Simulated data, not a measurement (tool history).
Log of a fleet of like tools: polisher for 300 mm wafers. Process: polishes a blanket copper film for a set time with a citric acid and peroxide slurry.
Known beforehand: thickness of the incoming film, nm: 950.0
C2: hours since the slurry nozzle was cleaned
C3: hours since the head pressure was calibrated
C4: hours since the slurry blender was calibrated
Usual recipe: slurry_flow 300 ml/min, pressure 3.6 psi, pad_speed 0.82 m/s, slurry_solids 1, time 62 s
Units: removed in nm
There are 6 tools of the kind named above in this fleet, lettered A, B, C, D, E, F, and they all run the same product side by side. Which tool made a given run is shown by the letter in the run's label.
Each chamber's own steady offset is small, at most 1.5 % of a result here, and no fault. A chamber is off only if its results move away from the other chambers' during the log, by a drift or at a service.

run 1E hour=6.5 | slurry_flow=300 pressure=3.6 pad_speed=0.82 slurry_solids=1 time=62 | wafers_polished_on_this_pad=592 C2=204.8 C3=658.2 C4=241.0 | removed=117.460
-- hour=8.3 chamber D: worn pad replaced by a new one
-- hour=11.2 chamber B: head pressure recalibrated
run 2C hour=14.2 | slurry_flow=300 pressure=3.6 pad_speed=0.82 slurry_solids=1 time=62 | wafers_polished_on_this_pad=359 C2=372.9 C3=392.9 C4=113.0 | removed=120.270
-- hour=16.2 chamber F: worn pad replaced by a new one
-- hour=21.0 chamber E: worn pad replaced by a new one
run 3B hour=21.2 | slurry_flow=300 pressure=3.6 pad_speed=0.82 slurry_solids=1 time=62 | wafers_polished_on_this_pad=398 C2=217.2 C3=10.1 C4=265.6 | removed=116.590
-- hour=24.0 chamber B: slurry blender recalibrated
run 4A hour=29.4 | slurry_flow=300 pressure=3.6 pad_speed=0.82 slurry_solids=1 time=62 | wafers_polished_on_this_pad=963 C2=113.0 C3=367.6 C4=150.4 | removed=117.510
-- hour=34.9 chamber A: worn pad replaced by a new one
run 5F hour=37.9 | slurry_flow=300 pressure=3.6 pad_speed=0.82 slurry_solids=1 time=62 | wafers_polished_on_this_pad=167 C2=384.5 C3=1136.0 C4=324.8 | removed=118.130
run 6D hour=42.9 | slurry_flow=300 pressure=3.6 pad_speed=0.82 slurry_solids=1 time=62 | wafers_polished_on_this_pad=266 C2=439.3 C3=399.5 C4=365.0 | removed=119.080
run 7D hour=48.6 | slurry_flow=300 pressure=3.6 pad_speed=0.82 slurry_solids=1 time=62 | wafers_polished_on_this_pad=310 C2=445.0 C3=405.2 C4=370.7 | removed=115.570
run 8F hour=55.0 | slurry_flow=300 pressure=3.6 pad_speed=0.82 slurry_solids=1 time=62 | wafers_polished_on_this_pad=299 C2=401.6 C3=1153.1 C4=341.9 | removed=116.690
-- hour=60.0 chamber D: slurry blender recalibrated
run 9C hour=62.5 | slurry_flow=300 pressure=3.6 pad_speed=0.82 slurry_solids=1 time=62 | wafers_polished_on_this_pad=732 C2=421.2 C3=441.2 C4=161.3 | removed=119.590
run 10A hour=71.4 | slurry_flow=300 pressure=3.6 pad_speed=0.82 slurry_solids=1 time=74 | wafers_polished_on_this_pad=282 C2=155.0 C3=409.6 C4=192.4 | removed=139.030
run 11B hour=79.6 | slurry_flow=300 pressure=3.6 pad_speed=0.82 slurry_solids=1 time=74 | wafers_polished_on_this_pad=848 C2=275.6 C3=68.5 C4=55.7 | removed=140.060
run 12E hour=84.4 | slurry_flow=300 pressure=3.6 pad_speed=0.82 slurry_solids=1 time=74 | wafers_polished_on_this_pad=489 C2=282.7 C3=736.1 C4=318.9 | removed=140.850
run 13F hour=91.7 | slurry_flow=300 pressure=3.6 pad_speed=0.82 slurry_solids=1 time=74 | wafers_polished_on_this_pad=582 C2=438.3 C3=1189.8 C4=378.6 | removed=141.440
run 14E hour=100.7 | slurry_flow=300 pressure=3.6 pad_speed=0.82 slurry_solids=1 time=74 | wafers_polished_on_this_pad=614 C2=299.0 C3=752.4 C4=335.2 | removed=137.440
run 15D hour=107.8 | slurry_flow=300 pressure=3.6 pad_speed=0.82 slurry_solids=1 time=74 | wafers_polished_on_this_pad=767 C2=504.2 C3=464.4 C4=47.8 | removed=137.410
run 16C hour=116.3 | slurry_flow=335 pressure=3.6 pad_speed=0.82 slurry_solids=1 time=62 | wafers_polished_on_this_pad=1146 C2=475.0 C3=495.0 C4=215.1 | removed=119.840
-- hour=123.4 chamber F: slurry blender recalibrated
run 17B hour=123.9 | slurry_flow=335 pressure=3.6 pad_speed=0.82 slurry_solids=1 time=62 | wafers_polished_on_this_pad=1190 C2=319.9 C3=112.8 C4=100.0 | removed=119.480
-- hour=127.8 chamber A: slurry blender recalibrated
-- hour=128.1 chamber C: worn pad replaced by a new one
-- hour=128.2 chamber E: worn pad replaced by a new one
run 18A hour=131.1 | slurry_flow=335 pressure=3.6 pad_speed=0.82 slurry_solids=1 time=62 | wafers_polished_on_this_pad=742 C2=214.7 C3=469.3 C4=3.4 | removed=118.030
run 19D hour=137.8 | slurry_flow=335 pressure=3.6 pad_speed=0.82 slurry_solids=1 time=62 | wafers_polished_on_this_pad=998 C2=534.2 C3=494.4 C4=77.8 | removed=115.700
-- hour=137.9 chamber E: slurry blender recalibrated
run 20B hour=147.0 | slurry_flow=335 pressure=3.6 pad_speed=0.82 slurry_solids=1 time=62 | wafers_polished_on_this_pad=1368 C2=343.0 C3=135.9 C4=123.1 | removed=117.390
-- hour=151.3 chamber A: worn pad replaced by a new one
-- hour=151.7 chamber D: worn pad replaced by a new one
run 21E hour=156.0 | slurry_flow=335 pressure=3.6 pad_speed=0.82 slurry_solids=1 time=62 | wafers_polished_on_this_pad=214 C2=354.3 C3=807.7 C4=18.1 | removed=119.550
-- hour=160.7 chamber F: worn pad replaced by a new one
run 22A hour=161.0 | slurry_flow=300 pressure=3.6 pad_speed=0.82 slurry_solids=1 time=62 | wafers_polished_on_this_pad=75 C2=244.6 C3=499.2 C4=33.3 | removed=116.210
-- hour=167.5 chamber B: worn pad replaced by a new one
run 23C hour=168.2 | slurry_flow=205 pressure=2.6 pad_speed=0.82 slurry_solids=1 time=62 | wafers_polished_on_this_pad=309 C2=526.9 C3=546.9 C4=267.0 | removed=82.614
run 24F hour=174.6 | slurry_flow=205 pressure=2.6 pad_speed=0.82 slurry_solids=1 time=62 | wafers_polished_on_this_pad=107 C2=521.2 C3=1272.7 C4=51.3 | removed=84.552
run 25F hour=183.4 | slurry_flow=205 pressure=2.6 pad_speed=0.82 slurry_solids=1 time=62 | wafers_polished_on_this_pad=175 C2=530.0 C3=1281.5 C4=60.1 | removed=83.258
run 26D hour=191.6 | slurry_flow=205 pressure=2.6 pad_speed=0.82 slurry_solids=1 time=62 | wafers_polished_on_this_pad=308 C2=588.0 C3=548.2 C4=131.6 | removed=81.231
run 27E hour=200.4 | slurry_flow=205 pressure=2.6 pad_speed=0.82 slurry_solids=1 time=62 | wafers_polished_on_this_pad=557 C2=398.7 C3=852.1 C4=62.5 | removed=80.994
run 28C hour=208.5 | slurry_flow=205 pressure=2.6 pad_speed=0.82 slurry_solids=1 time=62 | wafers_polished_on_this_pad=619 C2=567.2 C3=587.2 C4=307.3 | removed=82.880
run 29B hour=217.7 | slurry_flow=300 pressure=3.6 pad_speed=0.82 slurry_solids=1 time=62 | wafers_polished_on_this_pad=387 C2=413.7 C3=206.6 C4=193.8 | removed=116.500
-- hour=218.2 chamber C: slurry blender recalibrated
run 30A hour=225.4 | slurry_flow=300 pressure=3.6 pad_speed=0.82 slurry_solids=1 time=62 | wafers_polished_on_this_pad=571 C2=309.0 C3=563.6 C4=97.7 | removed=118.240
-- hour=225.6 chamber B: slurry nozzle cleaned
run 31E hour=231.0 | slurry_flow=300 pressure=3.6 pad_speed=0.82 slurry_solids=1 time=62 | wafers_polished_on_this_pad=793 C2=429.3 C3=882.7 C4=93.1 | removed=116.040
-- hour=235.9 chamber E: worn pad replaced by a new one
run 32D hour=238.1 | slurry_flow=300 pressure=3.6 pad_speed=0.82 slurry_solids=1 time=62 | wafers_polished_on_this_pad=666 C2=634.5 C3=594.7 C4=178.1 | removed=117.490
run 33F hour=247.5 | slurry_flow=300 pressure=3.6 pad_speed=0.82 slurry_solids=1 time=62 | wafers_polished_on_this_pad=669 C2=594.1 C3=1345.6 C4=124.2 | removed=119.450
-- hour=254.5 chamber D: head pressure recalibrated
run 34B hour=254.7 | slurry_flow=300 pressure=3.6 pad_speed=0.82 slurry_solids=1 time=62 | wafers_polished_on_this_pad=672 C2=29.2 C3=243.6 C4=230.8 | removed=117.540
run 35C hour=263.0 | slurry_flow=300 pressure=3.6 pad_speed=0.82 slurry_solids=1 time=62 | wafers_polished_on_this_pad=1040 C2=621.7 C3=641.7 C4=44.9 | removed=118.530
-- hour=263.3 chamber A: slurry nozzle cleaned
-- hour=265.4 chamber D: worn pad replaced by a new one
run 36A hour=272.1 | slurry_flow=300 pressure=3.6 pad_speed=0.82 slurry_solids=1 time=62 | wafers_polished_on_this_pad=931 C2=8.9 C3=610.3 C4=144.4 | removed=116.660
run 37A hour=277.2 | slurry_flow=300 pressure=3.0 pad_speed=0.56 slurry_solids=1 time=62 | wafers_polished_on_this_pad=971 C2=14.0 C3=615.4 C4=149.5 | removed=66.751
run 38E hour=281.6 | slurry_flow=300 pressure=3.0 pad_speed=0.56 slurry_solids=1 time=62 | wafers_polished_on_this_pad=352 C2=479.9 C3=933.3 C4=143.7 | removed=68.138
-- hour=290.5 chamber F: head pressure recalibrated
run 39B hour=290.5 | slurry_flow=300 pressure=3.0 pad_speed=0.56 slurry_solids=1 time=62 | wafers_polished_on_this_pad=948 C2=65.0 C3=279.4 C4=266.6 | removed=67.433
-- hour=297.5 chamber F: worn pad replaced by a new one
run 40D hour=299.5 | slurry_flow=300 pressure=3.0 pad_speed=0.56 slurry_solids=1 time=62 | wafers_polished_on_this_pad=263 C2=695.9 C3=45.1 C4=239.5 | removed=66.686
run 41F hour=304.4 | slurry_flow=300 pressure=3.0 pad_speed=0.56 slurry_solids=1 time=62 | wafers_polished_on_this_pad=53 C2=651.0 C3=14.0 C4=181.1 | removed=69.069

Is one chamber out of step, is the gauge drifting, or do the chambers differ by no more than their own small offsets? For an off chamber, give its letter and the likeliest cause.

Beyond each chamber's small constant offset nothing stands out, and the gauge stays steady.
